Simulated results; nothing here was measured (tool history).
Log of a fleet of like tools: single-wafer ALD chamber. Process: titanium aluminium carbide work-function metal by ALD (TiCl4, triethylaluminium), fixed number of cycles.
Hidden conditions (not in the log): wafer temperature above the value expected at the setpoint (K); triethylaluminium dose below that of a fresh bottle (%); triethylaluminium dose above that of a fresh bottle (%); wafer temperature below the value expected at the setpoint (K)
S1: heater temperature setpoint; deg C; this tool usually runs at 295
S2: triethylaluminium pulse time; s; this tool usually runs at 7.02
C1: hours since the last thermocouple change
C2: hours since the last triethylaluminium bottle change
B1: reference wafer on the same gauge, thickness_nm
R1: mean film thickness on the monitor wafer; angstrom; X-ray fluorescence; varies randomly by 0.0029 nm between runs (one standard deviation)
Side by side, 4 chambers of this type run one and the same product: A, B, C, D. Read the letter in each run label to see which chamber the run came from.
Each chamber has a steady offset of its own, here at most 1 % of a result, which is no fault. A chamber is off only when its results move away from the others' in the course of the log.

| run | hour | S1 | S2 | C1 | C2 | B1 | R1 |
|---|---|---|---|---|---|---|---|
| 1D | 6.2 | 295 | 7.02 | 1123.8 | 368 | 1.8794 | 18.436 |
| 2A | 12.2 | 295 | 7.02 | 1993.4 | 792.3 | 1.8798 | 18.51 |
| 3B | 17.8 | 295 | 7.02 | 100.7 | 1146.5 | 1.8793 | 18.492 |
| 4C | 27.3 | 295 | 7.02 | 733.6 | 37.5 | 1.8791 | 18.428 |
| 5B | 32.9 | 295 | 7.02 | 115.8 | 1161.6 | 1.8784 | 18.553 |
| 6D | 40.1 | 295 | 7.02 | 1157.7 | 401.9 | 1.8783 | 18.341 |
| 7A | 47 | 295 | 7.02 | 2028.2 | 827.1 | 1.8786 | 18.515 |
| 8C | 54 | 295 | 7.02 | 760.3 | 64.2 | 1.8779 | 18.42 |
| 9C | 60.7 | 295 | 7.02 | 767 | 70.9 | 1.8772 | 18.434 |
| 10A | 71.1 | 295 | 7.02 | 2052.3 | 851.2 | 1.8774 | 18.516 |
| 11B | 83 | 295 | 9.06 | 165.9 | 1211.7 | 1.8763 | 19.44 |
| 12D | 92.7 | 295 | 9.06 | 1210.3 | 454.5 | 1.8762 | 19.295 |
| 13B | 100.8 | 295 | 9.06 | 183.7 | 1229.5 | 1.8748 | 19.346 |
| 14A | 113.1 | 295 | 9.06 | 2094.3 | 893.2 | 1.8754 | 19.438 |
| 15D | 120.5 | 295 | 7.02 | 1238.1 | 482.3 | 1.8753 | 18.317 |
| 16C | 126.9 | 295 | 7.02 | 833.2 | 137.1 | 1.8741 | 18.397 |
| 17A | 137 | 295 | 7.02 | 2118.2 | 917.1 | 1.8744 | 18.504 |
| 18D | 147.1 | 295 | 7.02 | 1264.7 | 508.9 | 1.8738 | 18.367 |
| 19C | 155 | 295 | 7.02 | 861.3 | 165.2 | 1.8725 | 18.372 |
| 20B | 161.8 | 295 | 7.02 | 244.7 | 1290.5 | 1.8732 | 18.467 |
| 21D | 172.2 | 290 | 9.71 | 1289.8 | 534 | 1.8734 | 18.97 |
| 22A | 183.5 | 290 | 9.71 | 2164.7 | 963.6 | 1.8728 | 19.117 |
| 23C | 192 | 290 | 9.71 | 898.3 | 202.2 | 1.8712 | 19.07 |
| 24B | 198.8 | 290 | 9.71 | 281.7 | 1327.5 | 1.8707 | 19.152 |
| 25A | 206.7 | 295 | 7.02 | 2187.9 | 986.8 | 1.8717 | 18.501 |
| 26C | 214.7 | 283 | 9.63 | 921 | 224.9 | 1.8711 | 18.389 |
| 27B | 226 | 283 | 9.63 | 308.9 | 1354.7 | 1.87 | 18.481 |
| 28D | 231.8 | 283 | 9.63 | 1349.4 | 593.6 | 1.8705 | 18.399 |
| 29D | 244.1 | 283 | 9.63 | 1361.7 | 605.9 | 1.869 | 18.356 |
| 30B | 256.6 | 295 | 7.02 | 339.5 | 1385.3 | 1.8692 | 18.363 |
| 31C | 265.3 | 295 | 7.02 | 971.6 | 275.5 | 1.8678 | 18.343 |
| 32A | 271.3 | 295 | 7.02 | 2252.5 | 1051.4 | 1.8691 | 18.416 |
| 33A | 281.1 | 295 | 7.02 | 2262.3 | 1061.2 | 1.8675 | 18.432 |

Next, all 4 chambers run the settings below, one line each with question marks for the results. What does each chamber give?
| 34A | 290.3 | 295 | 8.04 |  |  |  | ? |
| 34B | 290.3 | 295 | 8.04 |  |  |  | ? |
| 34C | 290.3 | 295 | 8.04 |  |  |  | ? |
| 34D | 290.3 | 295 | 8.04 |  |  |  | ? |

| run | R1 |
|---|---|
| 34A | 19.025 |
| 34B | 18.966 |
| 34C | 18.824 |
| 34D | 18.779 |

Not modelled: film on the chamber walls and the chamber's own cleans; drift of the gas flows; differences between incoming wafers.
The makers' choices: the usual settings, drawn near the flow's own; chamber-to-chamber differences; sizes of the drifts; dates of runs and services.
